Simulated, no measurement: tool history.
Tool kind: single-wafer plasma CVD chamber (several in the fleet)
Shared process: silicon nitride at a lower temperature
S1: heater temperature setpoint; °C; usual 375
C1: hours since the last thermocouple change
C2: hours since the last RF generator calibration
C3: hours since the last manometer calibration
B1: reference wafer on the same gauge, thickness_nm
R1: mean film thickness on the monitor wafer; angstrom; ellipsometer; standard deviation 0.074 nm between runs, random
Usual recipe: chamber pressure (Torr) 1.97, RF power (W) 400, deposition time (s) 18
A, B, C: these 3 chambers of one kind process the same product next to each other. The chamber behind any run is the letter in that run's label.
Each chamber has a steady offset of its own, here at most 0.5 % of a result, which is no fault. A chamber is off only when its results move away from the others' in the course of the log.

run 1A hour=7.8 | S1=375 chamber_pressure_(Torr)=1.97 RF_power_(W)=400 deposition_time_(s)=18 | C1=581 C2=58.6 C3=2544 | B1=31.783 | R1=267.78
run 2C hour=18.6 | S1=375 chamber_pressure_(Torr)=1.97 RF_power_(W)=400 deposition_time_(s)=18 | C1=1196.1 C2=808.3 C3=402.2 | B1=31.809 | R1=267.14
run 3B hour=28.4 | S1=375 chamber_pressure_(Torr)=1.97 RF_power_(W)=400 deposition_time_(s)=18 | C1=719.4 C2=633.5 C3=1211.8 | B1=31.805 | R1=267.44
run 4B hour=35.1 | S1=375 chamber_pressure_(Torr)=1.97 RF_power_(W)=400 deposition_time_(s)=18 | C1=726.1 C2=640.2 C3=1218.5 | B1=31.799 | R1=268.34
run 5C hour=47.4 | S1=375 chamber_pressure_(Torr)=1.97 RF_power_(W)=400 deposition_time_(s)=18 | C1=1224.9 C2=837.1 C3=431 | B1=31.831 | R1=267.32
run 6A hour=59.7 | S1=375 chamber_pressure_(Torr)=1.97 RF_power_(W)=400 deposition_time_(s)=18 | C1=632.9 C2=110.5 C3=2595.9 | B1=31.793 | R1=266.78
run 7B hour=68.9 | S1=375 chamber_pressure_(Torr)=1.97 RF_power_(W)=400 deposition_time_(s)=18 | C1=759.9 C2=674 C3=1252.3 | B1=31.794 | R1=268.04
run 8C hour=76.5 | S1=375 chamber_pressure_(Torr)=1.97 RF_power_(W)=400 deposition_time_(s)=18 | C1=1254 C2=866.2 C3=460.1 | B1=31.812 | R1=267.81
run 9A hour=84.5 | S1=386 chamber_pressure_(Torr)=1.97 RF_power_(W)=400 deposition_time_(s)=14.5 | C1=657.7 C2=135.3 C3=2620.7 | B1=31.808 | R1=214.39
run 10A hour=95.4 | S1=386 chamber_pressure_(Torr)=1.97 RF_power_(W)=400 deposition_time_(s)=14.5 | C1=668.6 C2=146.2 C3=2631.6 | B1=31.801 | R1=214.38
run 11B hour=107.7 | S1=386 chamber_pressure_(Torr)=1.97 RF_power_(W)=400 deposition_time_(s)=14.5 | C1=798.7 C2=712.8 C3=1291.1 | B1=31.823 | R1=214.03
run 12C hour=116.4 | S1=375 chamber_pressure_(Torr)=1.97 RF_power_(W)=470 deposition_time_(s)=15.3 | C1=1293.9 C2=906.1 C3=500 | B1=31.796 | R1=251.27
run 13C hour=126.8 | S1=375 chamber_pressure_(Torr)=1.97 RF_power_(W)=470 deposition_time_(s)=15.3 | C1=1304.3 C2=916.5 C3=510.4 | B1=31.805 | R1=250.79
run 14A hour=139.1 | S1=375 chamber_pressure_(Torr)=1.97 RF_power_(W)=470 deposition_time_(s)=15.3 | C1=712.3 C2=189.9 C3=2675.3 | B1=31.777 | R1=250.3
run 15B hour=145 | S1=375 chamber_pressure_(Torr)=1.97 RF_power_(W)=400 deposition_time_(s)=18 | C1=836 C2=750.1 C3=1328.4 | B1=31.786 | R1=267.39
run 16A hour=154.9 | S1=375 chamber_pressure_(Torr)=1.97 RF_power_(W)=400 deposition_time_(s)=18 | C1=728.1 C2=205.7 C3=2691.1 | B1=31.791 | R1=267.06
run 17B hour=166.4 | S1=375 chamber_pressure_(Torr)=1.97 RF_power_(W)=400 deposition_time_(s)=18 | C1=857.4 C2=771.5 C3=1349.8 | B1=31.8 | R1=266.41
run 18C hour=175.9 | S1=375 chamber_pressure_(Torr)=1.97 RF_power_(W)=400 deposition_time_(s)=18 | C1=1353.4 C2=965.6 C3=559.5 | B1=31.787 | R1=265.74
run 19C hour=187.9 | S1=375 chamber_pressure_(Torr)=1.97 RF_power_(W)=400 deposition_time_(s)=18 | C1=1365.4 C2=977.6 C3=571.5 | B1=31.805 | R1=267.37
run 20A hour=196.4 | S1=375 chamber_pressure_(Torr)=1.97 RF_power_(W)=400 deposition_time_(s)=18 | C1=769.6 C2=247.2 C3=2732.6 | B1=31.794 | R1=266.21
-- hour=199.8 chamber A: capacitance manometer re-zeroed and calibrated
run 21B hour=202.9 | S1=375 chamber_pressure_(Torr)=1.63 RF_power_(W)=330 deposition_time_(s)=18 | C1=893.9 C2=808 C3=1386.3 | B1=31.798 | R1=225.44
run 22C hour=215.2 | S1=375 chamber_pressure_(Torr)=1.63 RF_power_(W)=330 deposition_time_(s)=18 | C1=1392.7 C2=1004.9 C3=598.8 | B1=31.794 | R1=223.12
run 23B hour=225.1 | S1=375 chamber_pressure_(Torr)=1.63 RF_power_(W)=330 deposition_time_(s)=18 | C1=916.1 C2=830.2 C3=1408.5 | B1=31.794 | R1=224.96
run 24A hour=232.3 | S1=375 chamber_pressure_(Torr)=1.97 RF_power_(W)=355 deposition_time_(s)=15.7 | C1=805.5 C2=283.1 C3=32.5 | B1=31.807 | R1=212.65
run 25B hour=241.2 | S1=375 chamber_pressure_(Torr)=1.97 RF_power_(W)=355 deposition_time_(s)=15.7 | C1=932.2 C2=846.3 C3=1424.6 | B1=31.828 | R1=217.71
run 26C hour=252.6 | S1=375 chamber_pressure_(Torr)=1.97 RF_power_(W)=355 deposition_time_(s)=15.7 | C1=1430.1 C2=1042.3 C3=636.2 | B1=31.807 | R1=215.21
run 27A hour=263.8 | S1=375 chamber_pressure_(Torr)=1.97 RF_power_(W)=400 deposition_time_(s)=18 | C1=837 C2=314.6 C3=64 | B1=31.804 | R1=262.1
run 28B hour=271.5 | S1=375 chamber_pressure_(Torr)=1.97 RF_power_(W)=400 deposition_time_(s)=18 | C1=962.5 C2=876.6 C3=1454.9 | B1=31.813 | R1=268.19
run 29A hour=277.2 | S1=375 chamber_pressure_(Torr)=1.97 RF_power_(W)=400 deposition_time_(s)=18 | C1=850.4 C2=328 C3=77.4 | B1=31.799 | R1=261.95
run 30C hour=288.9 | S1=375 chamber_pressure_(Torr)=1.97 RF_power_(W)=400 deposition_time_(s)=18 | C1=1466.4 C2=1078.6 C3=672.5 | B1=31.804 | R1=266.22
run 31A hour=296 | S1=375 chamber_pressure_(Torr)=1.97 RF_power_(W)=400 deposition_time_(s)=18 | C1=869.2 C2=346.8 C3=96.2 | B1=31.794 | R1=262.67
run 32B hour=301.6 | S1=375 chamber_pressure_(Torr)=1.97 RF_power_(W)=400 deposition_time_(s)=18 | C1=992.6 C2=906.7 C3=1485 | B1=31.793 | R1=268.65
run 33C hour=308.1 | S1=375 chamber_pressure_(Torr)=1.97 RF_power_(W)=400 deposition_time_(s)=18 | C1=1485.6 C2=1097.8 C3=691.7 | B1=31.805 | R1=267.39
run 34B hour=320.4 | S1=375 chamber_pressure_(Torr)=1.97 RF_power_(W)=400 deposition_time_(s)=18 | C1=1011.4 C2=925.5 C3=1503.8 | B1=31.799 | R1=267.21
run 35C hour=329.8 | S1=375 chamber_pressure_(Torr)=1.97 RF_power_(W)=400 deposition_time_(s)=18 | C1=1507.3 C2=1119.5 C3=713.4 | B1=31.797 | R1=266.65
run 36A hour=337.4 | S1=375 chamber_pressure_(Torr)=1.97 RF_power_(W)=400 deposition_time_(s)=18 | C1=910.6 C2=388.2 C3=137.6 | B1=31.81 | R1=261.65
run 37C hour=345.2 | S1=375 chamber_pressure_(Torr)=1.97 RF_power_(W)=400 deposition_time_(s)=18 | C1=1522.7 C2=1134.9 C3=728.8 | B1=31.79 | R1=266.84
run 38A hour=352.5 | S1=375 chamber_pressure_(Torr)=1.97 RF_power_(W)=400 deposition_time_(s)=18 | C1=925.7 C2=403.3 C3=152.7 | B1=31.797 | R1=262.7
run 39B hour=359.6 | S1=375 chamber_pressure_(Torr)=1.97 RF_power_(W)=400 deposition_time_(s)=18 | C1=1050.6 C2=964.7 C3=1543 | B1=31.812 | R1=267.67
-- hour=364.5 chamber C: thermocouple changed; heater temperature recalibrated
run 40C hour=370.5 | S1=375 chamber_pressure_(Torr)=1.97 RF_power_(W)=400 deposition_time_(s)=18 | C1=6 C2=1160.2 C3=754.1 | B1=31.781 | R1=266.36
run 41B hour=381.3 | S1=375 chamber_pressure_(Torr)=1.68 RF_power_(W)=400 deposition_time_(s)=16.9 | C1=1072.3 C2=986.4 C3=1564.7 | B1=31.808 | R1=240.34
run 42A hour=387.3 | S1=375 chamber_pressure_(Torr)=1.68 RF_power_(W)=400 deposition_time_(s)=16.9 | C1=960.5 C2=438.1 C3=187.5 | B1=31.81 | R1=235.86

Predict what each chamber gives when all 3 of them run the settings below next.
run 43A hour=396.4 | S1=375 chamber_pressure_(Torr)=1.97 RF_power_(W)=400 deposition_time_(s)=18 | R1=?
run 43B hour=396.4 | S1=375 chamber_pressure_(Torr)=1.97 RF_power_(W)=400 deposition_time_(s)=18 | R1=?
run 43C hour=396.4 | S1=375 chamber_pressure_(Torr)=1.97 RF_power_(W)=400 deposition_time_(s)=18 | R1=?

run=43A R1=262.15
run=43B R1=266.93
run=43C R1=265.38
